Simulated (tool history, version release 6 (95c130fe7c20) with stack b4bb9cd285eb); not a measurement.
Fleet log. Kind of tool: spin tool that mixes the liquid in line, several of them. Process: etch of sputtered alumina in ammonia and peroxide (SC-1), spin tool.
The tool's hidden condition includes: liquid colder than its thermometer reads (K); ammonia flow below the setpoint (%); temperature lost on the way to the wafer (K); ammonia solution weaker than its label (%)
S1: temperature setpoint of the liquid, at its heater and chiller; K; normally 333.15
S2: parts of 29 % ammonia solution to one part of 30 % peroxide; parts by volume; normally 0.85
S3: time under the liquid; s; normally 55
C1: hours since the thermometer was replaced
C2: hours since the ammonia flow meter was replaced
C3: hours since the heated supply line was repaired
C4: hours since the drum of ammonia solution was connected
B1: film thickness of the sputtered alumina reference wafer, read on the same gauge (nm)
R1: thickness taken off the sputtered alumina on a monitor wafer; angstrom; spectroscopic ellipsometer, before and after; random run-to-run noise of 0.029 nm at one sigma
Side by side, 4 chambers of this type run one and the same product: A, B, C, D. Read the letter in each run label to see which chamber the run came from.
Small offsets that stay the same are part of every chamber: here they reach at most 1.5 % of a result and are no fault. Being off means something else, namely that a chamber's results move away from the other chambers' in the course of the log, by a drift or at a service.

Run 1A, hour 7.3: usual settings; C1 1049.7; C2 1104.2; C3 896.4; C4 528.7; B1 140.01. Result: R1 50.371 angstrom.
Run 2D, hour 15.8: usual settings; C1 342; C2 1699.7; C3 371; C4 525.7; B1 140. Result: R1 49.861 angstrom.
Run 3C, hour 24: usual settings; C1 708.8; C2 291.1; C3 154.4; C4 364.1; B1 140. Result: R1 50.403 angstrom.
Run 4B, hour 34.3: usual settings; C1 1057.1; C2 57.1; C3 1155.5; C4 414.5; B1 140. Result: R1 49.869 angstrom.
Run 5B, hour 41.6: usual settings; C1 1064.4; C2 64.4; C3 1162.8; C4 421.8; B1 139.99. Result: R1 49.247 angstrom.
Run 6A, hour 52.9: usual settings; C1 1095.3; C2 1149.8; C3 942; C4 574.3; B1 139.98. Result: R1 50.595 angstrom.
At hour 59.4: chamber B: thermometer replaced.
Run 7D, hour 60.7: usual settings; C1 386.9; C2 1744.6; C3 415.9; C4 570.6; B1 140.02. Result: R1 50.469 angstrom.
Run 8C, hour 74.2: usual settings; C1 759; C2 341.3; C3 204.6; C4 414.3; B1 139.99. Result: R1 49.968 angstrom.
Run 9C, hour 87: usual settings; C1 771.8; C2 354.1; C3 217.4; C4 427.1; B1 140.01. Result: R1 50.593 angstrom.
Run 10D, hour 95.9: usual settings; C1 422.1; C2 1779.8; C3 451.1; C4 605.8; B1 140.02. Result: R1 50.68 angstrom.
Run 11A, hour 107.4: usual settings; C1 1149.8; C2 1204.3; C3 996.5; C4 628.8; B1 140.02. Result: R1 49.917 angstrom.
Run 12B, hour 123.3: usual settings; C1 64; C2 146.1; C3 1244.5; C4 503.5; B1 140. Result: R1 49.866 angstrom.
Run 13C, hour 136.2: usual settings; C1 821; C2 403.3; C3 266.6; C4 476.3; B1 140.01. Result: R1 50.561 angstrom.
Run 14B, hour 149.8: usual settings; C1 90.5; C2 172.6; C3 1271; C4 530; B1 140.01. Result: R1 49.43 angstrom.
Run 15A, hour 165.3: usual settings but S1 340.65 K; C1 1207.7; C2 1262.2; C3 1054.4; C4 686.7; B1 140.01. Result: R1 71.905 angstrom.
At hour 169.7: chamber B: heated supply line repaired.
Run 16D, hour 178.4: usual settings but S1 340.65 K; C1 504.6; C2 1862.3; C3 533.6; C4 688.3; B1 139.99. Result: R1 73.467 angstrom.
Run 17B, hour 185.7: usual settings but S1 340.65 K; C1 126.4; C2 208.5; C3 16.1; C4 565.9; B1 139.98. Result: R1 72.969 angstrom.
Run 18C, hour 193.8: usual settings but S1 340.65 K; C1 878.6; C2 460.9; C3 324.2; C4 533.9; B1 140. Result: R1 73.037 angstrom.
Run 19D, hour 209.3: usual settings; C1 535.5; C2 1893.2; C3 564.5; C4 719.2; B1 140.01. Result: R1 50.303 angstrom.
At hour 218.2: chamber D: ammonia flow meter replaced.
Run 20A, hour 225.2: usual settings; C1 1267.6; C2 1322.1; C3 1114.3; C4 746.6; B1 139.98. Result: R1 48.919 angstrom.
Run 21D, hour 240.6: usual settings; C1 566.8; C2 22.5; C3 595.8; C4 750.5; B1 140.02. Result: R1 50.308 angstrom.
Run 22B, hour 248.4: usual settings; C1 189.1; C2 271.2; C3 78.8; C4 628.6; B1 139.96. Result: R1 49.564 angstrom.
Run 23C, hour 255.8: usual settings but S1 338.15 K, S3 85 s; C1 940.6; C2 522.9; C3 386.2; C4 595.9; B1 140.02. Result: R1 100.69 angstrom.
Run 24A, hour 270: usual settings but S1 338.15 K, S3 85 s; C1 1312.4; C2 1366.9; C3 1159.1; C4 791.4; B1 140.01. Result: R1 96.818 angstrom.
Run 25A, hour 280.6: usual settings but S1 338.15 K, S3 85 s; C1 1323; C2 1377.5; C3 1169.7; C4 802; B1 139.97. Result: R1 96.711 angstrom.
At hour 286: chamber B: new drum of ammonia solution connected.
Run 26D, hour 291.8: usual settings but S1 338.15 K, S3 85 s; C1 618; C2 73.7; C3 647; C4 801.7; B1 140. Result: R1 100.55 angstrom.
Run 27B, hour 302.2: usual settings; C1 242.9; C2 325; C3 132.6; C4 16.3; B1 139.97. Result: R1 49.67 angstrom.

All chambers now run identical settings, listed one chamber a line with results as question marks. What results will each chamber show?
Run 28A, hour 313.6: usual settings. Result: R1 ?.
Run 28B, hour 313.6: usual settings. Result: R1 ?.
Run 28C, hour 313.6: usual settings. Result: R1 ?.
Run 28D, hour 313.6: usual settings. Result: R1 ?.

run      R1
28A  48.086
28B  50.062
28C  50.853
28D   50.61

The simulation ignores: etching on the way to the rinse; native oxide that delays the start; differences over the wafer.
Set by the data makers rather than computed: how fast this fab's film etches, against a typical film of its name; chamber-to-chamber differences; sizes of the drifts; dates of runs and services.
